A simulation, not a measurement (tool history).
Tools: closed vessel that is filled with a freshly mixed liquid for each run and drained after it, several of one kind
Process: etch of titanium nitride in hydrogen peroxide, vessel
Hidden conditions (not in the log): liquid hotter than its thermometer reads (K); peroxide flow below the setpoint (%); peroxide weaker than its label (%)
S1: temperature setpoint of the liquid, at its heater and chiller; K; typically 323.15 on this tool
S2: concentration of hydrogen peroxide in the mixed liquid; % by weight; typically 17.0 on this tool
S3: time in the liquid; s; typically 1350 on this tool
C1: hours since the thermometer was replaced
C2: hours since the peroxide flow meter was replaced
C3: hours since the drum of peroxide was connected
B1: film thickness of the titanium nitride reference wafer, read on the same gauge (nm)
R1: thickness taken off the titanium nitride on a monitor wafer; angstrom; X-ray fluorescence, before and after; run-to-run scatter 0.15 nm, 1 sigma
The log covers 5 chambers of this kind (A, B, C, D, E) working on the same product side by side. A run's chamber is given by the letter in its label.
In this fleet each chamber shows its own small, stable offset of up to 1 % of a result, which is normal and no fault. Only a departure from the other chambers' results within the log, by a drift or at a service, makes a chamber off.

run	hour	S1	S2	S3	C1	C2	C3	B1	R1
1C	11.7	323.15	17.0	1350	343.1	50.7	239.1	60.008	325.27
2E	19.1	323.15	17.0	1350	430.3	378.6	196.7	59.986	323.93
3A	26.4	323.15	17.0	1350	813.5	427.0	696.5	59.981	329.91
4D	34.7	323.15	17.0	1350	1872.7	350.3	868.4	59.982	323.78
5B	42.5	323.15	17.0	1350	438.5	1163.1	506.5	60.001	323.92
6D	51.3	323.15	17.0	1350	1889.3	366.9	885.0	59.992	324.37
7C	59.5	323.15	17.0	1350	390.9	98.5	286.9	59.987	324.16
8E	67.0	323.15	17.0	1350	478.2	426.5	244.6	60.038	325.38
9B	73.9	323.15	17.0	1350	469.9	1194.5	537.9	60.012	325.74
10A	81.5	323.15	17.0	1350	868.6	482.1	751.6	60.002	328.76
11C	92.6	328.65	17.0	1350	424.0	131.6	320.0	59.993	478.99
12B	100.5	328.65	17.0	1350	496.5	1221.1	564.5	59.985	487.46
# hour 104.6: chamber B: new drum of peroxide connected
13E	111.6	328.65	17.0	1350	522.8	471.1	289.2	60.014	479.91
14D	117.8	328.65	17.0	1350	1955.8	433.4	951.5	60.000	479.58
15A	124.0	328.65	17.0	1350	911.1	524.6	794.1	60.021	482.62
16B	135.6	323.15	17.0	1350	531.6	1256.2	31.0	59.999	327.84
17E	143.6	323.15	17.0	1350	554.8	503.1	321.2	59.992	323.81
18A	155.3	323.15	17.0	1350	942.4	555.9	825.4	60.026	327.17
19D	165.0	323.15	17.0	1925	2003.0	480.6	998.7	59.994	461.53
20C	174.2	323.15	17.0	1925	505.6	213.2	401.6	59.997	461.81
# hour 178.3: chamber D: new drum of peroxide connected
21B	184.5	323.15	17.0	1925	580.5	1305.1	79.9	59.994	462.22
22C	196.0	323.15	17.0	1925	527.4	235.0	423.4	59.999	459.12
23E	204.6	323.15	17.0	1925	615.8	564.1	382.2	59.995	463.03
24D	210.2	323.15	17.0	1350	2048.2	525.8	32.0	60.011	324.40
25A	221.7	323.15	17.0	1350	1008.8	622.3	891.8	59.990	329.09
26B	226.9	326.15	17.0	1350	622.9	1347.5	122.3	60.002	401.82
27A	235.4	326.15	17.0	1350	1022.5	636.0	905.5	59.992	406.38
28C	247.5	326.15	17.0	1350	578.9	286.5	474.9	59.988	400.80
29D	256.1	326.15	17.0	1350	2094.1	571.7	77.9	59.996	400.63
30E	264.9	326.15	17.0	1350	676.1	624.4	442.5	60.016	397.44
31E	274.2	323.15	17.0	1350	685.4	633.7	451.8	60.003	319.29
# hour 275.2: chamber C: thermometer replaced
# hour 277.4: chamber C: new drum of peroxide connected
32A	282.3	323.15	17.0	1350	1069.4	682.9	952.4	59.977	329.39
33D	292.1	323.15	17.0	1350	2130.1	607.7	113.9	60.018	321.07
34C	302.9	323.15	17.0	1350	27.8	341.9	25.5	60.010	321.52
35B	314.0	323.15	17.0	1350	710.0	1434.6	209.4	59.966	324.33
36E	325.1	323.15	17.0	1350	736.3	684.6	502.7	60.008	322.15
37C	335.5	323.15	19.5	600	60.4	374.5	58.1	60.008	148.27
38B	341.2	323.15	19.5	600	737.2	1461.8	236.6	60.006	149.69
39D	350.0	323.15	19.5	600	2188.0	665.6	171.8	59.983	148.37

Decide between three cases: one chamber stands off from its peers, the gauge reading all wafers drifts, or nothing is wrong past each chamber's small offset. Where a chamber is off, say which and what most likely put it there.

It is chamber E that slowly wanders off from its peers.
Most likely cause: peroxide flow below the setpoint (%) = 12.4.
From this log alone, it may not be told apart from: liquid colder than its thermometer reads (K).

Which of the 4 candidates below, each the usual settings with something changed and its results left as question marks, puts chamber E back in line with what the other chambers give on the usual settings?
A result is in line if it is within this distance of the other chambers' mean on the usual settings: R1 5.10 angstrom
40E-1	358.6	322.65	17.0	1325					?
40E-2	358.6	323.15	17.0	1380					?
40E-3	358.6	323.15	17.0	1320					?
40E-4	358.6	323.15	17.0	1420					?

Mean of the other chambers on the usual settings: R1 325.45 angstrom
run	R1
40E-1	300.40
40E-2	324.40
40E-3	310.29
40E-4	333.80
With 40E-2, the chamber falls back in line with the rest.
